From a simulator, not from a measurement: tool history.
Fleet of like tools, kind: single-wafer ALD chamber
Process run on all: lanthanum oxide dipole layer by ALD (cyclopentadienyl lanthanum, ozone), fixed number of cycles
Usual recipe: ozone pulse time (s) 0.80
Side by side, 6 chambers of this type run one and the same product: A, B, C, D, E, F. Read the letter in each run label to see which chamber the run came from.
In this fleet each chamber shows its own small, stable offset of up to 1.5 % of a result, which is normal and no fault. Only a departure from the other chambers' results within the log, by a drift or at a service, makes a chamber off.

run   hour  ozone pulse time (s)  read-back reference wafer on the same gauge, thickness_nm  mean film thickness on the monitor wafer (Å)
 1F    3.9                  0.80                                                    0.43222                                        4.6155
 2C   12.4                  0.80                                                    0.43201                                        4.6475
 3A   20.0                  0.80                                                    0.43231                                        4.6333
 4B   25.0                  0.80                                                    0.43193                                        4.5917
 5D   31.8                  0.80                                                    0.43220                                        4.6109
 6E   37.6                  0.80                                                    0.43219                                        4.5657
 7A   45.7                  0.80                                                    0.43143                                        4.6678
 8D   51.5                  0.80                                                    0.43225                                        4.5656
 9B   58.1                  0.89                                                    0.43138                                        4.8140
10E   62.9                  0.89                                                    0.43210                                        4.7626
11C   67.1                  0.89                                                    0.43216                                        4.7910
12F   74.9                  0.89                                                    0.43220                                        4.7643
13C   79.4                  0.89                                                    0.43197                                        4.8176
14F   84.4                  0.89                                                    0.43171                                        4.7808
15A   90.6                  0.80                                                    0.43245                                        4.6222
16E   98.1                  0.62                                                    0.43212                                        4.0574
17D  104.3                  0.62                                                    0.43157                                        4.1045
     110.4  -- chamber D: ozone generator serviced
18B  111.0                  0.62                                                    0.43240                                        4.1183
19B  117.2                  0.62                                                    0.43216                                        4.0882
20F  124.8                  0.62                                                    0.43177                                        4.0549
21C  129.8                  0.62                                                    0.43231                                        4.0881
22A  135.3                  0.80                                                    0.43220                                        4.6343
     136.0  -- chamber F: ozone generator serviced
23E  139.7                  0.80                                                    0.43200                                        4.5389
24D  145.2                  0.80                                                    0.43150                                        4.6080
25B  151.6                  0.90                                                    0.43208                                        4.8226
26D  156.4                  0.90                                                    0.43238                                        4.8003
27F  165.1                  0.90                                                    0.43206                                        4.8232
28A  173.6                  0.90                                                    0.43158                                        4.7607
29C  181.8                  0.90                                                    0.43243                                        4.8160
30E  188.0                  0.90                                                    0.43189                                        4.8128
31C  194.1                  0.80                                                    0.43214                                        4.6277
32A  202.7                  0.80                                                    0.43230                                        4.4713
33D  208.6                  0.53                                                    0.43205                                        3.7963
34B  213.3                  0.53                                                    0.43198                                        3.7507
35F  221.5                  0.53                                                    0.43242                                        3.7012
36E  226.5                  0.53                                                    0.43146                                        3.7383
37C  234.8                  0.53                                                    0.43175                                        3.7954
38B  243.3                  0.53                                                    0.43175                                        3.7618
39A  251.7                  0.80                                                    0.43216                                        4.4700
40D  258.0                  0.80                                                    0.43181                                        4.6198
41E  263.7                  0.80                                                    0.43249                                        4.5559
42F  268.0                  0.80                                                    0.43160                                        4.5775
43F  275.9                  0.80                                                    0.43175                                        4.5794
44E  282.9                  0.80                                                    0.43193                                        4.5567

All chambers now run identical settings, listed one chamber a line with results as question marks. What results will each chamber show?
45A  289.3                  0.80                                                                                                        ?
45B  289.3                  0.80                                                                                                        ?
45C  289.3                  0.80                                                                                                        ?
45D  289.3                  0.80                                                                                                        ?
45E  289.3                  0.80                                                                                                        ?
45F  289.3                  0.80                                                                                                        ?

run  mean film thickness on the monitor wafer (Å)
45A                                        4.3999
45B                                        4.6022
45C                                        4.6172
45D                                        4.6250
45E                                        4.5716
45F                                        4.5802
